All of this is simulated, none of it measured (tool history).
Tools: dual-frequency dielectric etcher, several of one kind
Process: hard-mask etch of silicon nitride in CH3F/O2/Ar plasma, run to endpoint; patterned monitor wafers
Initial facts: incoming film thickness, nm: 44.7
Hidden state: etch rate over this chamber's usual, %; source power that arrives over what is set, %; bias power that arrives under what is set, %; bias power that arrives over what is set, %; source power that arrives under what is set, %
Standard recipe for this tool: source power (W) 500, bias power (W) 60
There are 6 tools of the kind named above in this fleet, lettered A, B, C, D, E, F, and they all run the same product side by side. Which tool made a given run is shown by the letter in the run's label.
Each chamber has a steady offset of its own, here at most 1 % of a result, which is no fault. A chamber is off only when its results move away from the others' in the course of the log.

run	hour	source power (W)	bias power (W)	hours since the last wet clean	hours since the last source power generator calibration	hours since the last bias power generator calibration	endpoint time (s)
1A	12.7	500	60	162.5	612.8	1341.5	63.192
2E	24.9	500	60	400.6	1930.8	3734.0	62.967
3B	37.7	500	60	488.6	1173.7	2251.8	63.651
4F	50.6	500	60	285.7	2780.8	1396.7	63.252
# hour 55.3: chamber B: wet clean of the chamber
5D	63.7	500	60	420.8	884.8	2037.6	63.506
6C	74.8	500	60	152.5	1623.1	1453.5	62.847
7E	82.2	500	60	457.9	1988.1	3791.3	63.028
8B	95.1	500	60	39.9	1231.1	2309.2	63.221
# hour 95.9: chamber F: source power generator calibrated
9C	102.7	500	60	180.4	1651.0	1481.4	63.238
10D	110.8	500	60	467.9	931.9	2084.7	63.602
11A	120.3	500	60	270.1	720.4	1449.1	63.338
12F	129.7	410	60	364.8	33.9	1475.8	68.609
13F	144.4	410	60	379.5	48.6	1490.5	68.238
14A	157.7	410	60	307.5	757.8	1486.5	68.881
# hour 162.8: chamber D: bias power generator calibrated
15B	166.3	410	60	111.1	1302.3	2380.4	68.387
16E	174.7	410	60	550.4	2080.6	3883.8	68.308
# hour 178.0: chamber E: wet clean of the chamber
17C	188.5	410	60	266.2	1736.8	1567.2	67.849
# hour 193.2: chamber D: wet clean of the chamber
18D	200.3	500	60	7.1	1021.4	37.6	63.145
# hour 201.3: chamber F: wet clean of the chamber
# hour 208.5: chamber A: wet clean of the chamber
19E	211.3	500	60	33.4	2117.2	3920.4	62.704
20A	221.6	500	60	13.2	821.7	1550.4	63.488
21D	236.6	500	60	43.4	1057.7	73.9	63.176
22F	250.1	500	60	48.8	154.3	1596.2	63.354
23B	264.4	500	60	209.2	1400.4	2478.5	63.201
24C	273.1	500	60	350.8	1821.4	1651.8	62.380
25F	282.0	500	60	80.7	186.2	1628.1	63.576
26D	293.7	500	60	100.5	1114.8	131.0	63.781
# hour 300.8: chamber E: source power generator calibrated
27B	305.6	460	60	250.4	1441.6	2519.7	65.633
28A	314.3	460	60	105.9	914.4	1643.1	65.835
29E	326.0	460	60	148.1	25.3	4035.1	65.456
30C	340.8	460	60	418.5	1889.1	1719.5	64.217
31C	352.2	460	60	429.9	1900.5	1730.9	64.001
32D	367.2	460	60	174.0	1188.3	204.5	65.699
# hour 372.4: chamber B: bias power generator calibrated
33E	380.5	500	60	202.6	79.8	4089.6	63.083
34F	388.5	500	60	187.2	292.7	1734.6	63.317
35B	398.1	500	60	342.9	1534.1	25.8	62.965
36A	413.8	500	60	205.4	1013.9	1742.6	63.491
37D	425.2	500	60	232.0	1246.3	262.5	63.485
38E	434.1	500	60	256.2	133.4	4143.2	63.006
39F	446.2	500	71	244.9	350.4	1792.3	59.486
# hour 448.2: chamber B: wet clean of the chamber
40C	460.1	500	71	537.8	2008.4	1838.8	57.731
41B	467.4	500	71	19.2	1603.4	95.1	59.642

Has any chamber moved away from the others, gradually or after a service, or does the common gauge drift, or do the chambers differ only by their own small steady offsets? State the chamber and the most likely cause if one applies.

It is chamber C that slowly wanders off from its peers.
Most likely cause: etch rate over this chamber's usual, % = 3.27.

Here are 4 candidates for chamber C's next run, each the usual settings with a change, their results left as question marks. Which one brings its results back in line with what the others give on the usual settings?
Maximum distance from the other chambers' mean on the usual settings for a result to count as in line: endpoint time (s) 0.710
42C-1	479.3	500	67				?
42C-2	479.3	470	57				?
42C-3	479.3	610	60				?
42C-4	479.3	440	54				?

What the other chambers average on the usual settings: endpoint time (s) 63.329
run	endpoint time (s)
42C-1	58.807
42C-2	63.527
42C-3	56.401
42C-4	66.340
It is 42C-2 that realigns the chamber with its peers.

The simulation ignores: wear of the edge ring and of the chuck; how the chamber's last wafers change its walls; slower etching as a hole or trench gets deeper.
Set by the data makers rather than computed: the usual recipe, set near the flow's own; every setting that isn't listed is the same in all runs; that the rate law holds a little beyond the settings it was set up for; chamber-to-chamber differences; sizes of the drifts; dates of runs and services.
